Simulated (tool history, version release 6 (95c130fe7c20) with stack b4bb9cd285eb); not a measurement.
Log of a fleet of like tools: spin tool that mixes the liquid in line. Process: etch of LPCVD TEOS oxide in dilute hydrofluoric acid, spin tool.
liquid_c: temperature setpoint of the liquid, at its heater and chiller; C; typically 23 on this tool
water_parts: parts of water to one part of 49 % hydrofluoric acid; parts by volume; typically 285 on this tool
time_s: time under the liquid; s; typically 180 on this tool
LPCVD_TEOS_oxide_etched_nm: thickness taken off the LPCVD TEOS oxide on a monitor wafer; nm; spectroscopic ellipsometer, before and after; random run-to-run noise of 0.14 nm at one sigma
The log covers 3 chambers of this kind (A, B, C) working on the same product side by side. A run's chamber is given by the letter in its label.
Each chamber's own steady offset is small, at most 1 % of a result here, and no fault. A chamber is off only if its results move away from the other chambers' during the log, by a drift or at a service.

| run | day | liquid_c | water_parts | time_s | read-back film thickness of the LPCVD TEOS oxide reference wafer, read on the same gauge (nm) | LPCVD_TEOS_oxide_etched_nm |
|---|---|---|---|---|---|---|
| 1A | 0.333 | 23 | 285 | 180 | 49.964 | 24.473 |
| 2C | 0.788 | 23 | 285 | 180 | 49.982 | 24.392 |
| 3B | 1.117 | 23 | 285 | 180 | 50 | 24.554 |
| 4C | 1.483 | 23 | 285 | 180 | 49.991 | 24.446 |
| 5A | 1.871 | 23 | 285 | 180 | 50.024 | 24.238 |
| 6B | 2.325 | 23 | 285 | 180 | 49.965 | 24.524 |
| 7C | 2.683 | 23 | 285 | 180 | 50.003 | 24.461 |
| 8A | 3.025 | 23 | 285 | 180 | 49.981 | 24.494 |
| 9B | 3.454 | 25.5 | 370 | 180 | 50.002 | 19.326 |
| 10B | 3.783 | 25.5 | 370 | 180 | 50.002 | 19.103 |
| 11C | 4.242 | 25.5 | 370 | 180 | 49.989 | 18.796 |
| 12A | 4.692 | 23 | 285 | 180 | 49.979 | 24.296 |
| 13C | 5.058 | 23 | 285 | 180 | 50.022 | 24.601 |
|  | 5.179 | chamber C: hydrofluoric acid flow meter replaced |
| 14A | 5.338 | 23 | 285 | 180 | 50.004 | 24.287 |
| 15B | 5.662 | 23 | 285 | 180 | 50.004 | 24.543 |
| 16C | 5.908 | 23 | 285 | 180 | 49.965 | 24.379 |
| 17B | 6.317 | 18.5 | 175 | 180 | 49.998 | 37.592 |
| 18A | 6.654 | 18.5 | 175 | 180 | 49.999 | 37.313 |
| 19C | 6.946 | 18.5 | 175 | 180 | 50.006 | 37.638 |
| 20B | 7.342 | 23 | 285 | 180 | 49.987 | 25.277 |
| 21A | 7.733 | 23 | 285 | 180 | 50 | 24.503 |
| 22B | 8.071 | 23 | 285 | 225 | 50.01 | 31.794 |
| 23C | 8.375 | 23 | 285 | 225 | 49.995 | 30.571 |
| 24A | 8.75 | 23 | 285 | 225 | 49.979 | 30.737 |
| 25A | 9.208 | 23 | 285 | 180 | 49.982 | 24.43 |
| 26B | 9.621 | 25.5 | 410 | 180 | 50.007 | 17.2 |
| 27C | 9.854 | 25.5 | 410 | 180 | 49.977 | 16.288 |
| 28C | 10.338 | 25.5 | 410 | 180 | 50.045 | 16.537 |
| 29B | 10.704 | 23 | 285 | 180 | 49.969 | 26.152 |
| 30A | 10.975 | 23 | 285 | 180 | 49.997 | 24.549 |
| 31C | 11.483 | 23 | 285 | 180 | 49.986 | 24.735 |
| 32A | 11.712 | 23 | 285 | 180 | 50.016 | 24.618 |
| 33B | 12.029 | 23 | 285 | 180 | 49.984 | 26.095 |
| 34C | 12.279 | 23 | 285 | 180 | 50.004 | 24.655 |
| 35B | 12.796 | 23 | 285 | 180 | 50.013 | 26.458 |

Next, every chamber runs the same settings. What will each give?
| 36A | 13.167 | 26 | 285 | 180 |  | ? |
| 36B | 13.167 | 26 | 285 | 180 |  | ? |
| 36C | 13.167 | 26 | 285 | 180 |  | ? |

| run | LPCVD_TEOS_oxide_etched_nm |
|---|---|
| 36A | 27.68 |
| 36B | 29.498 |
| 36C | 27.392 |
